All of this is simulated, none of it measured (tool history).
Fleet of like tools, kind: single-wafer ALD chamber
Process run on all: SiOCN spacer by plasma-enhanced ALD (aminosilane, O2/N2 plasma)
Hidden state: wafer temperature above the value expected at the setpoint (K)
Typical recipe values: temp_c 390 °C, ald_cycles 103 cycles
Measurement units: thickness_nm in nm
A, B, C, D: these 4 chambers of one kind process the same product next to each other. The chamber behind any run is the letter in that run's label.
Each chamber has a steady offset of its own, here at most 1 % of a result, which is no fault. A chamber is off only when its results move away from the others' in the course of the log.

run   hour  temp_c  ald_cycles  hours since the last thermocouple change  read-back reference wafer on the same gauge, thickness_nm  thickness_nm
 1B    8.4     390         103                                    1170.9                                                     5.0092        6.1960
 2A   14.1     390         103                                     305.6                                                     5.0094        6.2182
 3D   22.4     390         103                                    1323.2                                                     5.0084        6.1472
 4C   26.9     390         103                                    1649.9                                                     5.0069        6.2020
 5D   32.9     390         103                                    1333.7                                                     5.0080        6.1457
 6C   40.6     390          92                                    1663.6                                                     5.0063        5.5354
 7A   49.1     390          92                                     340.6                                                     5.0063        5.5393
 8B   56.3     390          92                                    1218.8                                                     5.0053        5.5216
 9A   65.0     390          92                                     356.5                                                     5.0040        5.5491
10D   72.3     390         103                                    1373.1                                                     5.0030        6.1393
11C   77.8     390         103                                    1700.8                                                     5.0019        6.1878
12B   86.4     390         103                                    1248.9                                                     5.0027        6.1652
13A   92.8     382         103                                     384.3                                                     5.0007        6.2120
14B   99.9     382         103                                    1262.4                                                     4.9997        6.1765
15C  104.3     382         103                                    1727.3                                                     4.9978        6.1944
16D  109.8     382         103                                    1410.6                                                     4.9987        6.1552
17C  117.2     390         103                                    1740.2                                                     4.9983        6.1934
18D  124.2     390         103                                    1425.0                                                     4.9991        6.1406
19B  132.2     390         103                                    1294.7                                                     4.9957        6.1668
20A  137.9     390         103                                     429.4                                                     4.9959        6.2146
21B  142.2     390         103                                    1304.7                                                     4.9952        6.1538
22A  150.8     390         103                                     442.3                                                     4.9949        6.2046
23D  157.6     390         103                                    1458.4                                                     4.9941        6.1446
24C  165.0     390         103                                    1788.0                                                     4.9932        6.1852
25D  172.3     390         103                                    1473.1                                                     4.9917        6.1293
26A  178.0     390         103                                     469.5                                                     4.9917        6.1853
27C  186.9     390         103                                    1809.9                                                     4.9920        6.1889
28B  194.0     390         103                                    1356.5                                                     4.9906        6.1563
29A  200.2     390         103                                     491.7                                                     4.9894        6.1915
30D  209.5     390         103                                    1510.3                                                     4.9900        6.1333
31C  215.6     390         103                                    1838.6                                                     4.9883        6.1662
32B  224.0     376         123                                    1386.5                                                     4.9884        7.3625

All 4 chambers run these settings next. Forecast each chamber's results:
33A  230.9     390         103                                                                                                                  ?
33B  230.9     390         103                                                                                                                  ?
33C  230.9     390         103                                                                                                                  ?
33D  230.9     390         103                                                                                                                  ?

run  thickness_nm
33A        6.1935
33B        6.1481
33C        6.1757
33D        6.1361

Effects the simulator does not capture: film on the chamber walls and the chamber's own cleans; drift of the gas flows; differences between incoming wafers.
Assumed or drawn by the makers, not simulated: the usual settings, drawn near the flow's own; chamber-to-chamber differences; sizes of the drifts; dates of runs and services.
